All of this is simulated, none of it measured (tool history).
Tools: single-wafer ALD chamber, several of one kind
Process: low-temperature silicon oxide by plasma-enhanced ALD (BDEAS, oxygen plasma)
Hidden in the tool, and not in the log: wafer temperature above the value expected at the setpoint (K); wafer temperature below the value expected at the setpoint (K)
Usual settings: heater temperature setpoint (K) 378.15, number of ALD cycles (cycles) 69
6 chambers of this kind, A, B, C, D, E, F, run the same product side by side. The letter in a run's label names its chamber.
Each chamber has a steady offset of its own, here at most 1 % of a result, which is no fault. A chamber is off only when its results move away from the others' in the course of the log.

run,hour,heater temperature setpoint (K),number of ALD cycles (cycles),hours since the last thermocouple change,"read-back reference wafer on the same gauge, thickness_nm",mean film thickness on the monitor wafer (angstrom)
1B,11.8,378.15,69,811.9,9.3144,98.87
2A,26,378.15,69,2155.6,9.3175,98.447
3D,36.3,378.15,69,899.1,9.3147,96.927
4C,44.2,378.15,69,524.6,9.3309,97.903
5E,51.7,378.15,69,541.3,9.3198,98.824
6F,63.5,378.15,69,647.3,9.3229,98.033
7C,71.9,367.15,59,552.3,9.3208,86.25
8E,80.2,367.15,59,569.8,9.3183,86.18
9F,91.9,367.15,59,675.7,9.3166,86.679
10D,106,367.15,59,968.8,9.327,85.347
11A,119.8,367.15,59,2249.4,9.3187,86.092
12B,131.9,367.15,59,932,9.3123,87.496
13E,138.6,378.15,69,628.2,9.3206,96.687
14F,150.8,378.15,69,734.6,9.3274,98.706
15C,161.8,378.15,69,642.2,9.3211,98.735
16A,175.3,378.15,69,2304.9,9.3261,98.441
17D,190.2,378.15,69,1053,9.3378,97.597
18B,199.4,378.15,69,999.5,9.3056,99.657
19B,211.4,378.15,69,1011.5,9.3271,98.487
20C,223.9,378.15,69,704.3,9.3231,97.72
21F,237.3,378.15,69,821.1,9.3287,98.063
22E,248.7,378.15,69,738.3,9.3111,98.413
23A,261.8,378.15,69,2391.4,9.3138,98.488
24D,269.6,378.15,69,1132.4,9.3185,97.276
25C,282.9,378.15,69,763.3,9.3167,97.215
26F,295.7,378.15,69,879.5,9.3333,97.147
27A,308.4,378.15,69,2438,9.3196,98.552
28B,316,378.15,69,1116.1,9.3143,97.726
29E,326.8,365.15,77,816.4,9.3167,112.06
30D,338.4,365.15,77,1201.2,9.325,113.58
31F,352.1,365.15,77,935.9,9.3246,112.75
32B,360.4,365.15,77,1160.5,9.3228,115.05
33C,374.3,365.15,77,854.7,9.3292,112.75
34A,384.5,365.15,77,2514.1,9.3031,114.09
35E,392.3,378.15,69,881.9,9.3148,98.731
36D,405.5,378.15,69,1268.3,9.3234,96.644
37F,418.5,378.15,69,1002.3,9.3219,98.086
38C,427.1,378.15,69,907.5,9.3327,98.511
39E,440.1,378.15,69,929.7,9.3279,98.427
40A,449.1,378.15,69,2578.7,9.3274,97.151
41B,457,378.15,69,1257.1,9.3179,98.493
42D,466.7,378.15,69,1329.5,9.3267,97.217
43F,476.5,378.15,69,1060.3,9.3232,98.01

Next, every chamber runs the same settings. What will each give?
44A,487.3,378.15,69,,,?
44B,487.3,378.15,69,,,?
44C,487.3,378.15,69,,,?
44D,487.3,378.15,69,,,?
44E,487.3,378.15,69,,,?
44F,487.3,378.15,69,,,?

run,mean film thickness on the monitor wafer (angstrom)
44A,97.414
44B,97.939
44C,98.771
44D,96.88
44E,97.925
44F,97.648
